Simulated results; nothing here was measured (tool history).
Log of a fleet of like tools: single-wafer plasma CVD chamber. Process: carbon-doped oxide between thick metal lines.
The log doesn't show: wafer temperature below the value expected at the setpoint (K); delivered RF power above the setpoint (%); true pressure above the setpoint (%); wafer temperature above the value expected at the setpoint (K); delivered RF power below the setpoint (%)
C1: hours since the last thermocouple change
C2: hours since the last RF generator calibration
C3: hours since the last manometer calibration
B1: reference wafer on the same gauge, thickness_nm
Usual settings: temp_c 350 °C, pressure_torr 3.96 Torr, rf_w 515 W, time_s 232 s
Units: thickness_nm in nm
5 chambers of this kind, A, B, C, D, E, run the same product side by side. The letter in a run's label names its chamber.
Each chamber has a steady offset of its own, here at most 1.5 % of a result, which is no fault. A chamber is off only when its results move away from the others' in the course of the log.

{"run": "1A", "hour": 10.2, "temp_c": 350, "pressure_torr": 3.96, "rf_w": 515, "time_s": 232, "C1": 343.8, "C2": 1287.3, "C3": 701.6, "B1": 1349.5, "thickness_nm": 1148.4}
{"hour": 16.6, "done": "chamber E: thermocouple changed; heater temperature recalibrated"}
{"run": "2B", "hour": 17.6, "temp_c": 350, "pressure_torr": 3.96, "rf_w": 515, "time_s": 232, "C1": 2486.5, "C2": 550.2, "C3": 1011.9, "B1": 1350, "thickness_nm": 1147.5}
{"run": "3D", "hour": 28.1, "temp_c": 350, "pressure_torr": 3.96, "rf_w": 515, "time_s": 232, "C1": 772.4, "C2": 843, "C3": 665.9, "B1": 1350.6, "thickness_nm": 1142.5}
{"run": "4E", "hour": 36.4, "temp_c": 350, "pressure_torr": 3.96, "rf_w": 515, "time_s": 232, "C1": 19.9, "C2": 555.6, "C3": 1414.7, "B1": 1351.7, "thickness_nm": 1133.5}
{"run": "5C", "hour": 47.0, "temp_c": 350, "pressure_torr": 3.96, "rf_w": 515, "time_s": 232, "C1": 1710.8, "C2": 922.7, "C3": 775.7, "B1": 1349.9, "thickness_nm": 1150.4}
{"run": "6A", "hour": 55.5, "temp_c": 350, "pressure_torr": 3.96, "rf_w": 515, "time_s": 232, "C1": 389.1, "C2": 1332.6, "C3": 746.9, "B1": 1349.8, "thickness_nm": 1142.5}
{"hour": 56.3, "done": "chamber C: RF generator calibrated"}
{"run": "7D", "hour": 66.3, "temp_c": 350, "pressure_torr": 3.96, "rf_w": 515, "time_s": 232, "C1": 810.6, "C2": 881.2, "C3": 704.1, "B1": 1348.7, "thickness_nm": 1144.5}
{"run": "8B", "hour": 72.6, "temp_c": 350, "pressure_torr": 3.96, "rf_w": 515, "time_s": 232, "C1": 2541.5, "C2": 605.2, "C3": 1066.9, "B1": 1349.6, "thickness_nm": 1150.8}
{"run": "9E", "hour": 81.9, "temp_c": 350, "pressure_torr": 3.96, "rf_w": 455, "time_s": 232, "C1": 65.4, "C2": 601.1, "C3": 1460.2, "B1": 1349.2, "thickness_nm": 1049.1}
{"run": "10C", "hour": 92.6, "temp_c": 350, "pressure_torr": 3.96, "rf_w": 455, "time_s": 232, "C1": 1756.4, "C2": 36.4, "C3": 821.3, "B1": 1350.1, "thickness_nm": 1058.5}
{"run": "11A", "hour": 97.5, "temp_c": 350, "pressure_torr": 3.96, "rf_w": 455, "time_s": 232, "C1": 431.1, "C2": 1374.6, "C3": 788.9, "B1": 1349.4, "thickness_nm": 1049.3}
{"run": "12D", "hour": 108.5, "temp_c": 350, "pressure_torr": 3.96, "rf_w": 455, "time_s": 232, "C1": 852.8, "C2": 923.4, "C3": 746.3, "B1": 1349.8, "thickness_nm": 1063.1}
{"run": "13E", "hour": 118.4, "temp_c": 350, "pressure_torr": 3.96, "rf_w": 455, "time_s": 232, "C1": 101.9, "C2": 637.6, "C3": 1496.7, "B1": 1349.6, "thickness_nm": 1054.8}
{"run": "14B", "hour": 124.6, "temp_c": 350, "pressure_torr": 3.96, "rf_w": 515, "time_s": 232, "C1": 2593.5, "C2": 657.2, "C3": 1118.9, "B1": 1350.3, "thickness_nm": 1153}
{"run": "15C", "hour": 134.6, "temp_c": 350, "pressure_torr": 3.96, "rf_w": 515, "time_s": 232, "C1": 1798.4, "C2": 78.4, "C3": 863.3, "B1": 1349.1, "thickness_nm": 1145.6}
{"run": "16D", "hour": 140.4, "temp_c": 350, "pressure_torr": 3.96, "rf_w": 515, "time_s": 232, "C1": 884.7, "C2": 955.3, "C3": 778.2, "B1": 1350.4, "thickness_nm": 1139.7}
{"run": "17A", "hour": 148.9, "temp_c": 350, "pressure_torr": 3.96, "rf_w": 515, "time_s": 232, "C1": 482.5, "C2": 1426, "C3": 840.3, "B1": 1349.2, "thickness_nm": 1148}
{"run": "18B", "hour": 155.1, "temp_c": 350, "pressure_torr": 3.96, "rf_w": 515, "time_s": 232, "C1": 2624, "C2": 687.7, "C3": 1149.4, "B1": 1349.7, "thickness_nm": 1150.7}
{"run": "19C", "hour": 164.5, "temp_c": 350, "pressure_torr": 3.96, "rf_w": 515, "time_s": 232, "C1": 1828.3, "C2": 108.3, "C3": 893.2, "B1": 1349.4, "thickness_nm": 1140}
{"run": "20E", "hour": 174.9, "temp_c": 350, "pressure_torr": 3.96, "rf_w": 515, "time_s": 232, "C1": 158.4, "C2": 694.1, "C3": 1553.2, "B1": 1350.3, "thickness_nm": 1137}
{"hour": 180.1, "done": "chamber C: thermocouple changed; heater temperature recalibrated"}
{"run": "21C", "hour": 180.8, "temp_c": 358, "pressure_torr": 3.41, "rf_w": 515, "time_s": 232, "C1": 0.7, "C2": 124.6, "C3": 909.5, "B1": 1349.4, "thickness_nm": 1095.2}
{"run": "22D", "hour": 185.8, "temp_c": 358, "pressure_torr": 3.41, "rf_w": 515, "time_s": 232, "C1": 930.1, "C2": 1000.7, "C3": 823.6, "B1": 1348.8, "thickness_nm": 1106.8}
{"hour": 186.8, "done": "chamber B: thermocouple changed; heater temperature recalibrated"}
{"run": "23B", "hour": 191.5, "temp_c": 358, "pressure_torr": 3.41, "rf_w": 515, "time_s": 232, "C1": 4.7, "C2": 724.1, "C3": 1185.8, "B1": 1351.2, "thickness_nm": 1108.9}
{"run": "24A", "hour": 202.0, "temp_c": 358, "pressure_torr": 3.41, "rf_w": 515, "time_s": 232, "C1": 535.6, "C2": 1479.1, "C3": 893.4, "B1": 1351.1, "thickness_nm": 1103.8}
{"run": "25E", "hour": 210.5, "temp_c": 358, "pressure_torr": 3.41, "rf_w": 515, "time_s": 232, "C1": 194, "C2": 729.7, "C3": 1588.8, "B1": 1350.2, "thickness_nm": 1095.8}
{"run": "26B", "hour": 221.4, "temp_c": 350, "pressure_torr": 3.96, "rf_w": 515, "time_s": 232, "C1": 34.6, "C2": 754, "C3": 1215.7, "B1": 1349.6, "thickness_nm": 1149.3}
{"run": "27A", "hour": 229.8, "temp_c": 350, "pressure_torr": 3.96, "rf_w": 515, "time_s": 232, "C1": 563.4, "C2": 1506.9, "C3": 921.2, "B1": 1348.9, "thickness_nm": 1146}
{"run": "28D", "hour": 240.5, "temp_c": 350, "pressure_torr": 3.96, "rf_w": 515, "time_s": 232, "C1": 984.8, "C2": 1055.4, "C3": 878.3, "B1": 1350.1, "thickness_nm": 1137.7}
{"run": "29C", "hour": 247.7, "temp_c": 350, "pressure_torr": 3.96, "rf_w": 595, "time_s": 232, "C1": 67.6, "C2": 191.5, "C3": 976.4, "B1": 1350.2, "thickness_nm": 1253.4}
{"run": "30E", "hour": 254.9, "temp_c": 350, "pressure_torr": 3.96, "rf_w": 595, "time_s": 232, "C1": 238.4, "C2": 774.1, "C3": 1633.2, "B1": 1349.6, "thickness_nm": 1240.4}
{"run": "31B", "hour": 265.8, "temp_c": 350, "pressure_torr": 3.96, "rf_w": 595, "time_s": 232, "C1": 79, "C2": 798.4, "C3": 1260.1, "B1": 1350.2, "thickness_nm": 1258.5}
{"run": "32E", "hour": 270.8, "temp_c": 350, "pressure_torr": 3.96, "rf_w": 595, "time_s": 232, "C1": 254.3, "C2": 790, "C3": 1649.1, "B1": 1349.7, "thickness_nm": 1230.1}
{"run": "33D", "hour": 277.0, "temp_c": 350, "pressure_torr": 3.96, "rf_w": 595, "time_s": 232, "C1": 1021.3, "C2": 1091.9, "C3": 914.8, "B1": 1350.9, "thickness_nm": 1246.8}
{"run": "34A", "hour": 287.7, "temp_c": 360, "pressure_torr": 3.96, "rf_w": 515, "time_s": 232, "C1": 621.3, "C2": 1564.8, "C3": 979.1, "B1": 1349.2, "thickness_nm": 1119.6}

Next, every chamber runs the same settings. What will each give?
{"run": "35A", "hour": 295.7, "temp_c": 350, "pressure_torr": 3.96, "rf_w": 515, "time_s": 216, "thickness_nm": "?"}
{"run": "35B", "hour": 295.7, "temp_c": 350, "pressure_torr": 3.96, "rf_w": 515, "time_s": 216, "thickness_nm": "?"}
{"run": "35C", "hour": 295.7, "temp_c": 350, "pressure_torr": 3.96, "rf_w": 515, "time_s": 216, "thickness_nm": "?"}
{"run": "35D", "hour": 295.7, "temp_c": 350, "pressure_torr": 3.96, "rf_w": 515, "time_s": 216, "thickness_nm": "?"}
{"run": "35E", "hour": 295.7, "temp_c": 350, "pressure_torr": 3.96, "rf_w": 515, "time_s": 216, "thickness_nm": "?"}

run=35A thickness_nm=1064.4
run=35B thickness_nm=1069.6
run=35C thickness_nm=1064
run=35D thickness_nm=1064.2
run=35E thickness_nm=1055.8
